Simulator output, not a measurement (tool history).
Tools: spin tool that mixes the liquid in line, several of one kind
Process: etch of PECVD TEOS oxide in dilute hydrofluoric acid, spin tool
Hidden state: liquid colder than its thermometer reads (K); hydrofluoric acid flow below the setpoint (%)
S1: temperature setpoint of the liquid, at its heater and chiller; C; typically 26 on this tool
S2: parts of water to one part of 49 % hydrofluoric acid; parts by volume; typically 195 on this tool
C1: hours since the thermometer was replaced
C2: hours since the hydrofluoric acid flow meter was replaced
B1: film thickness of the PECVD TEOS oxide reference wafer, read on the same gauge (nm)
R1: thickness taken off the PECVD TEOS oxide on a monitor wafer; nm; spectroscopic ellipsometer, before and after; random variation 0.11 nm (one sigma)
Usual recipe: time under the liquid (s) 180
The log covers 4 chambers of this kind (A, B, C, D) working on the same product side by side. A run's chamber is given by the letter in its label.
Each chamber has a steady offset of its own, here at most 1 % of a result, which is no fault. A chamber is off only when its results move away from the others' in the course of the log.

Run 1C, hour 11.5: usual settings; C1 1815.4; C2 2020.7; B1 120. Result: R1 19.948 nm.
Run 2D, hour 19.6: usual settings; C1 320.6; C2 192.4; B1 120. Result: R1 19.888 nm.
Run 3A, hour 27.6: usual settings; C1 2140.5; C2 872.4; B1 119.99. Result: R1 19.891 nm.
Run 4B, hour 40.6: usual settings; C1 1873.7; C2 1213.6; B1 119.99. Result: R1 20.1 nm.
Run 5D, hour 50.6: usual settings but S2 280 parts by volume; C1 351.6; C2 223.4; B1 120.02. Result: R1 12.588 nm.
At hour 56.4: chamber A: thermometer replaced.
Run 6A, hour 57.9: usual settings but S2 280 parts by volume; C1 1.5; C2 902.7; B1 120.02. Result: R1 12.611 nm.
At hour 66.7: chamber A: hydrofluoric acid flow meter replaced.
Run 7B, hour 67.4: usual settings but S2 280 parts by volume; C1 1900.5; C2 1240.4; B1 120. Result: R1 12.807 nm.
Run 8C, hour 74.3: usual settings but S2 280 parts by volume; C1 1878.2; C2 2083.5; B1 119.99. Result: R1 12.621 nm.
Run 9A, hour 85: usual settings but S1 21.5 C, time under the liquid (s) 250; C1 28.6; C2 18.3; B1 120.01. Result: R1 23.354 nm.
Run 10D, hour 92.2: usual settings but S1 21.5 C, time under the liquid (s) 250; C1 393.2; C2 265; B1 120.02. Result: R1 22.963 nm.
Run 11C, hour 102.7: usual settings but S1 21.5 C, time under the liquid (s) 250; C1 1906.6; C2 2111.9; B1 119.98. Result: R1 23.223 nm.
Run 12B, hour 108.7: usual settings but S1 21.5 C, time under the liquid (s) 250; C1 1941.8; C2 1281.7; B1 120.01. Result: R1 23.396 nm.
Run 13C, hour 115.6: usual settings but time under the liquid (s) 240; C1 1919.5; C2 2124.8; B1 120.01. Result: R1 26.394 nm.
Run 14B, hour 127.7: usual settings but time under the liquid (s) 240; C1 1960.8; C2 1300.7; B1 120.01. Result: R1 26.271 nm.
Run 15D, hour 134.4: usual settings but time under the liquid (s) 240; C1 435.4; C2 307.2; B1 120.01. Result: R1 25.551 nm.
Run 16A, hour 140.3: usual settings but time under the liquid (s) 240; C1 83.9; C2 73.6; B1 120. Result: R1 26.551 nm.
At hour 141: chamber C: thermometer replaced.
Run 17D, hour 153.2: usual settings; C1 454.2; C2 326; B1 120. Result: R1 19.28 nm.
Run 18A, hour 165.7: usual settings but time under the liquid (s) 140; C1 109.3; C2 99; B1 119.99. Result: R1 15.534 nm.
Run 19B, hour 177.9: usual settings but time under the liquid (s) 140; C1 2011; C2 1350.9; B1 119.99. Result: R1 15.378 nm.
Run 20C, hour 189.4: usual settings but time under the liquid (s) 140; C1 48.5; C2 2198.6; B1 120. Result: R1 15.472 nm.
Run 21A, hour 199.1: usual settings but time under the liquid (s) 140; C1 142.7; C2 132.4; B1 120.01. Result: R1 15.451 nm.
Run 22B, hour 207: usual settings; C1 2040.1; C2 1380; B1 119.99. Result: R1 19.881 nm.
Run 23D, hour 216.1: usual settings; C1 517.1; C2 388.9; B1 120. Result: R1 18.889 nm.
Run 24C, hour 227: usual settings but S1 23 C, time under the liquid (s) 260; C1 86.1; C2 2236.2; B1 120.01. Result: R1 25.779 nm.
Run 25D, hour 238.6: usual settings but S1 23 C, time under the liquid (s) 260; C1 539.6; C2 411.4; B1 119.97. Result: R1 24.37 nm.

All chambers now run identical settings, listed one chamber a line with results as question marks. What results will each chamber show?
Run 26A, hour 248: usual settings but S1 22.5 C. Result: R1 ?.
Run 26B, hour 248: usual settings but S1 22.5 C. Result: R1 ?.
Run 26C, hour 248: usual settings but S1 22.5 C. Result: R1 ?.
Run 26D, hour 248: usual settings but S1 22.5 C. Result: R1 ?.

run      R1
26A  17.385
26B  17.526
26C  17.476
26D  16.449
